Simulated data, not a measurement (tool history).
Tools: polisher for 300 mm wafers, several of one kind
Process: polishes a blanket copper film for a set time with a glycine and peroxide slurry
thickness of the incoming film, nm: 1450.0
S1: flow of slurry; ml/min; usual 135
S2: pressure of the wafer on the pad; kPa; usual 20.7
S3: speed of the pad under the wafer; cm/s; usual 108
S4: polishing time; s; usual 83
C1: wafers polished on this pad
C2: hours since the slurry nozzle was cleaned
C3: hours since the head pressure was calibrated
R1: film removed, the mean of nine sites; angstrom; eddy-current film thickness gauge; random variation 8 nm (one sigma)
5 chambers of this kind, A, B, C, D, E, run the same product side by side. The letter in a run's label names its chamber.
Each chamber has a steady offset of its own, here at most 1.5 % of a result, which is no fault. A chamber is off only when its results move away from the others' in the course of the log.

{"hour": 6.0, "done": "chamber B: slurry nozzle cleaned"}
{"hour": 7.3, "done": "chamber D: worn pad replaced by a new one"}
{"run": "1C", "hour": 10.9, "S1": 135, "S2": 20.7, "S3": 108, "S4": 83, "C1": 928, "C2": 236.6, "C3": 480.6, "R1": 5795.5}
{"run": "2E", "hour": 21.0, "S1": 135, "S2": 20.7, "S3": 108, "S4": 83, "C1": 481, "C2": 168.3, "C3": 1100.3, "R1": 6039.6}
{"hour": 30.0, "done": "chamber C: worn pad replaced by a new one"}
{"run": "3B", "hour": 32.5, "S1": 135, "S2": 20.7, "S3": 108, "S4": 83, "C1": 968, "C2": 26.5, "C3": 462.7, "R1": 5726.8}
{"run": "4A", "hour": 39.0, "S1": 135, "S2": 20.7, "S3": 108, "S4": 83, "C1": 938, "C2": 210, "C3": 299.3, "R1": 5727.7}
{"hour": 41.1, "done": "chamber E: worn pad replaced by a new one"}
{"run": "5D", "hour": 46.8, "S1": 165, "S2": 20.7, "S3": 82, "S4": 83, "C1": 433, "C2": 613.3, "C3": 922.9, "R1": 4786.3}
{"run": "6D", "hour": 56.7, "S1": 165, "S2": 20.7, "S3": 82, "S4": 83, "C1": 541, "C2": 623.2, "C3": 932.8, "R1": 4805.9}
{"run": "7B", "hour": 65.6, "S1": 165, "S2": 20.7, "S3": 82, "S4": 83, "C1": 1331, "C2": 59.6, "C3": 495.8, "R1": 4745.9}
{"hour": 66.5, "done": "chamber D: worn pad replaced by a new one"}
{"hour": 68.8, "done": "chamber B: worn pad replaced by a new one"}
{"hour": 70.7, "done": "chamber E: slurry nozzle cleaned"}
{"run": "8E", "hour": 77.4, "S1": 165, "S2": 20.7, "S3": 82, "S4": 83, "C1": 398, "C2": 6.8, "C3": 1156.7, "R1": 4798.4}
{"run": "9C", "hour": 83.9, "S1": 165, "S2": 20.7, "S3": 82, "S4": 83, "C1": 589, "C2": 309.6, "C3": 553.6, "R1": 4777.7}
{"run": "10A", "hour": 89.2, "S1": 135, "S2": 20.7, "S3": 108, "S4": 83, "C1": 1487, "C2": 260.2, "C3": 349.5, "R1": 5754.3}
{"hour": 94.1, "done": "chamber A: worn pad replaced by a new one"}
{"run": "11B", "hour": 94.9, "S1": 135, "S2": 20.7, "S3": 108, "S4": 83, "C1": 285, "C2": 88.9, "C3": 525.1, "R1": 5757.2}
{"run": "12A", "hour": 103.4, "S1": 135, "S2": 20.7, "S3": 108, "S4": 83, "C1": 102, "C2": 274.4, "C3": 363.7, "R1": 5812.3}
{"hour": 104.6, "done": "chamber E: worn pad replaced by a new one"}
{"run": "13D", "hour": 108.8, "S1": 135, "S2": 20.7, "S3": 108, "S4": 83, "C1": 463, "C2": 675.3, "C3": 984.9, "R1": 5951.9}
{"run": "14C", "hour": 117.3, "S1": 135, "S2": 20.7, "S3": 108, "S4": 83, "C1": 955, "C2": 343, "C3": 587, "R1": 5717.7}
{"run": "15E", "hour": 123.1, "S1": 135, "S2": 20.7, "S3": 108, "S4": 83, "C1": 203, "C2": 52.5, "C3": 1202.4, "R1": 5977}
{"hour": 127.6, "done": "chamber C: worn pad replaced by a new one"}
{"run": "16C", "hour": 130.0, "S1": 135, "S2": 20.7, "S3": 108, "S4": 83, "C1": 26, "C2": 355.7, "C3": 599.7, "R1": 5808.5}
{"hour": 134.8, "done": "chamber D: worn pad replaced by a new one"}
{"run": "17A", "hour": 140.6, "S1": 135, "S2": 20.7, "S3": 108, "S4": 83, "C1": 509, "C2": 311.6, "C3": 400.9, "R1": 5573.4}
{"run": "18B", "hour": 151.6, "S1": 135, "S2": 20.7, "S3": 108, "S4": 83, "C1": 905, "C2": 145.6, "C3": 581.8, "R1": 5842.4}
{"run": "19E", "hour": 161.4, "S1": 135, "S2": 20.7, "S3": 108, "S4": 83, "C1": 622, "C2": 90.8, "C3": 1240.7, "R1": 6005.8}
{"run": "20D", "hour": 171.0, "S1": 135, "S2": 20.7, "S3": 108, "S4": 83, "C1": 396, "C2": 737.5, "C3": 1047.1, "R1": 5802}
{"run": "21E", "hour": 179.6, "S1": 135, "S2": 17.9, "S3": 108, "S4": 83, "C1": 821, "C2": 109, "C3": 1258.9, "R1": 5265}
{"hour": 182.0, "done": "chamber E: worn pad replaced by a new one"}
{"run": "22C", "hour": 189.7, "S1": 135, "S2": 17.9, "S3": 108, "S4": 83, "C1": 679, "C2": 415.4, "C3": 659.4, "R1": 5167.1}
{"run": "23D", "hour": 200.2, "S1": 135, "S2": 17.9, "S3": 108, "S4": 83, "C1": 716, "C2": 766.7, "C3": 1076.3, "R1": 5127.9}
{"hour": 201.0, "done": "chamber D: worn pad replaced by a new one"}
{"hour": 205.1, "done": "chamber A: worn pad replaced by a new one"}
{"hour": 208.8, "done": "chamber B: worn pad replaced by a new one"}
{"run": "24A", "hour": 211.1, "S1": 135, "S2": 17.9, "S3": 108, "S4": 83, "C1": 66, "C2": 382.1, "C3": 471.4, "R1": 5171.2}
{"hour": 217.4, "done": "chamber C: worn pad replaced by a new one"}
{"run": "25B", "hour": 220.2, "S1": 135, "S2": 17.9, "S3": 108, "S4": 83, "C1": 124, "C2": 214.2, "C3": 650.4, "R1": 5034.5}
{"run": "26C", "hour": 228.0, "S1": 135, "S2": 20.7, "S3": 108, "S4": 83, "C1": 116, "C2": 453.7, "C3": 697.7, "R1": 5782.8}
{"run": "27A", "hour": 236.3, "S1": 135, "S2": 20.7, "S3": 108, "S4": 83, "C1": 342, "C2": 407.3, "C3": 496.6, "R1": 5733.7}
{"hour": 247.2, "done": "chamber E: worn pad replaced by a new one"}
{"run": "28B", "hour": 247.4, "S1": 135, "S2": 20.7, "S3": 108, "S4": 83, "C1": 422, "C2": 241.4, "C3": 677.6, "R1": 5706.6}
{"run": "29E", "hour": 257.6, "S1": 135, "S2": 20.7, "S3": 108, "S4": 83, "C1": 114, "C2": 187, "C3": 1336.9, "R1": 5879.2}
{"hour": 268.2, "done": "chamber D: worn pad replaced by a new one"}
{"run": "30D", "hour": 269.3, "S1": 135, "S2": 14.5, "S3": 108, "S4": 64, "C1": 12, "C2": 835.8, "C3": 1145.4, "R1": 3377.2}
{"run": "31D", "hour": 278.0, "S1": 135, "S2": 14.5, "S3": 108, "S4": 64, "C1": 107, "C2": 844.5, "C3": 1154.1, "R1": 3332.5}
{"run": "32B", "hour": 288.1, "S1": 135, "S2": 14.5, "S3": 108, "S4": 64, "C1": 867, "C2": 282.1, "C3": 718.3, "R1": 3355.6}
{"run": "33A", "hour": 299.6, "S1": 135, "S2": 14.5, "S3": 108, "S4": 64, "C1": 1034, "C2": 470.6, "C3": 559.9, "R1": 3307.4}

Is one chamber off against the others, does the gauge drift, or is nothing wrong? If a chamber is off, say which, and what the likeliest cause is.

No chamber stands off beyond its own small offset, and the gauge holds steady.
